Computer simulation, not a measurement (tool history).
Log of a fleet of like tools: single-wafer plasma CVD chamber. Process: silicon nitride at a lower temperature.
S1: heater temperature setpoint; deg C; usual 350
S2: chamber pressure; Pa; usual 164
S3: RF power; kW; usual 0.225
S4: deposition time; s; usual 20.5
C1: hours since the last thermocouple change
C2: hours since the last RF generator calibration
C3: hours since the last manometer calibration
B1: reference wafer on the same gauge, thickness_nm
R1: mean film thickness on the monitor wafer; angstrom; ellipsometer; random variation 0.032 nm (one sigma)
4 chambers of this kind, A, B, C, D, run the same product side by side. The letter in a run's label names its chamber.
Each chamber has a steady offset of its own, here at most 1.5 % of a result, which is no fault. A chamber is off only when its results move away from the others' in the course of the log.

| run | day | S1 | S2 | S3 | S4 | C1 | C2 | C3 | B1 | R1 |
|---|---|---|---|---|---|---|---|---|---|---|
| 1B | 0.108 | 350 | 164 | 0.225 | 20.5 | 876.7 | 1064.7 | 719.1 | 16.698 | 184.63 |
| 2D | 0.275 | 350 | 164 | 0.225 | 20.5 | 112.3 | 1185.1 | 1462.7 | 16.693 | 184.23 |
| 3A | 0.446 | 350 | 164 | 0.225 | 20.5 | 978.3 | 154.5 | 1300.0 | 16.692 | 184.41 |
| 4C | 0.567 | 350 | 164 | 0.225 | 20.5 | 941.4 | 2069.2 | 1090.1 | 16.687 | 183.30 |
| 5A | 0.733 | 350 | 164 | 0.225 | 20.5 | 985.2 | 161.4 | 1306.9 | 16.685 | 184.63 |
| 6B | 0.904 | 350 | 164 | 0.225 | 20.5 | 895.8 | 1083.8 | 738.2 | 16.683 | 184.11 |
| 7D | 1.100 | 350 | 164 | 0.225 | 20.5 | 132.1 | 1204.9 | 1482.5 | 16.679 | 183.39 |
| 8C | 1.300 | 350 | 164 | 0.225 | 20.5 | 959.0 | 2086.8 | 1107.7 | 16.681 | 183.31 |
| 9D | 1.429 | 350 | 164 | 0.225 | 20.5 | 140.0 | 1212.8 | 1490.4 | 16.679 | 183.22 |
| 10C | 1.600 | 350 | 164 | 0.225 | 20.5 | 966.2 | 2094.0 | 1114.9 | 16.672 | 183.30 |
| 11B | 1.733 | 350 | 164 | 0.225 | 20.5 | 915.7 | 1103.7 | 758.1 | 16.673 | 183.92 |
| 12A | 1.871 | 350 | 164 | 0.225 | 20.5 | 1012.5 | 188.7 | 1334.2 | 16.662 | 184.50 |
| 13B | 2.008 | 350 | 164 | 0.225 | 20.5 | 922.3 | 1110.3 | 764.7 | 16.665 | 183.57 |
| 14D | 2.208 | 350 | 196 | 0.225 | 20.5 | 158.7 | 1231.5 | 1509.1 | 16.676 | 192.54 |
| 15C | 2.350 | 350 | 196 | 0.225 | 20.5 | 984.2 | 2112.0 | 1132.9 | 16.662 | 192.77 |
| 16A | 2.521 | 350 | 196 | 0.225 | 20.5 | 1028.1 | 204.3 | 1349.8 | 16.662 | 193.96 |
|  | 2.617 | chamber C: capacitance manometer re-zeroed and calibrated |
| 17C | 2.642 | 350 | 196 | 0.225 | 20.5 | 991.2 | 2119.0 | 0.7 | 16.660 | 192.98 |
| 18A | 2.829 | 350 | 180 | 0.245 | 20.5 | 1035.5 | 211.7 | 1357.2 | 16.656 | 201.20 |
| 19D | 2.967 | 350 | 180 | 0.245 | 20.5 | 176.9 | 1249.7 | 1527.3 | 16.652 | 200.06 |
| 20B | 3.175 | 350 | 180 | 0.245 | 20.5 | 950.3 | 1138.3 | 792.7 | 16.644 | 200.21 |
| 21A | 3.304 | 350 | 180 | 0.245 | 20.5 | 1046.9 | 223.1 | 1368.6 | 16.644 | 201.30 |
| 22D | 3.488 | 350 | 164 | 0.225 | 20.5 | 189.4 | 1262.2 | 1539.8 | 16.636 | 182.60 |
| 23C | 3.696 | 340 | 164 | 0.225 | 21.7 | 1016.5 | 2144.3 | 26.0 | 16.642 | 194.33 |
| 24B | 3.854 | 340 | 164 | 0.225 | 21.7 | 966.6 | 1154.6 | 809.0 | 16.629 | 195.17 |
| 25C | 4.050 | 340 | 164 | 0.225 | 21.7 | 1025.0 | 2152.8 | 34.5 | 16.629 | 193.67 |
| 26B | 4.250 | 340 | 164 | 0.225 | 21.7 | 976.1 | 1164.1 | 818.5 | 16.630 | 194.53 |
| 27A | 4.379 | 350 | 164 | 0.225 | 20.5 | 1072.7 | 248.9 | 1394.4 | 16.638 | 184.35 |
| 28D | 4.517 | 350 | 164 | 0.225 | 20.5 | 214.1 | 1286.9 | 1564.5 | 16.628 | 183.84 |
| 29B | 4.725 | 350 | 164 | 0.225 | 20.5 | 987.5 | 1175.5 | 829.9 | 16.627 | 183.49 |
| 30D | 4.867 | 350 | 164 | 0.225 | 20.5 | 222.5 | 1295.3 | 1572.9 | 16.631 | 183.48 |
| 31C | 5.000 | 350 | 164 | 0.225 | 20.5 | 1047.8 | 2175.6 | 57.3 | 16.615 | 183.15 |
| 32A | 5.121 | 350 | 164 | 0.225 | 20.5 | 1090.5 | 266.7 | 1412.2 | 16.611 | 184.05 |
| 33B | 5.271 | 350 | 164 | 0.225 | 20.5 | 1000.6 | 1188.6 | 843.0 | 16.616 | 183.30 |
| 34A | 5.412 | 350 | 164 | 0.225 | 20.5 | 1097.5 | 273.7 | 1419.2 | 16.604 | 184.32 |
| 35D | 5.554 | 350 | 164 | 0.225 | 20.5 | 239.0 | 1311.8 | 1589.4 | 16.607 | 183.10 |
|  | 5.746 | chamber C: RF generator calibrated |
| 36C | 5.750 | 350 | 164 | 0.225 | 20.5 | 1065.8 | 0.2 | 75.3 | 16.605 | 182.29 |
| 37D | 5.892 | 350 | 164 | 0.225 | 20.5 | 247.1 | 1319.9 | 1597.5 | 16.602 | 182.61 |
| 38C | 6.050 | 350 | 164 | 0.225 | 20.5 | 1073.0 | 7.4 | 82.5 | 16.604 | 182.79 |
| 39B | 6.183 | 350 | 164 | 0.225 | 20.5 | 1022.5 | 1210.5 | 864.9 | 16.599 | 182.83 |
| 40A | 6.388 | 350 | 164 | 0.225 | 20.5 | 1120.9 | 297.1 | 1442.6 | 16.599 | 184.16 |
| 41A | 6.533 | 350 | 164 | 0.225 | 20.5 | 1124.4 | 300.6 | 1446.1 | 16.596 | 183.66 |
| 42D | 6.708 | 350 | 164 | 0.225 | 20.5 | 266.7 | 1339.5 | 1617.1 | 16.591 | 182.42 |
| 43C | 6.858 | 350 | 164 | 0.225 | 20.5 | 1092.4 | 26.8 | 101.9 | 16.591 | 181.98 |
| 44B | 7.050 | 350 | 164 | 0.225 | 20.5 | 1043.3 | 1231.3 | 885.7 | 16.582 | 182.44 |

Next, every chamber runs the same settings. What will each give?
| 45A | 7.200 | 350 | 164 | 0.225 | 17.5 |  |  |  |  | ? |
| 45B | 7.200 | 350 | 164 | 0.225 | 17.5 |  |  |  |  | ? |
| 45C | 7.200 | 350 | 164 | 0.225 | 17.5 |  |  |  |  | ? |
| 45D | 7.200 | 350 | 164 | 0.225 | 17.5 |  |  |  |  | ? |

| run | R1 |
|---|---|
| 45A | 156.57 |
| 45B | 156.31 |
| 45C | 156.05 |
| 45D | 156.11 |
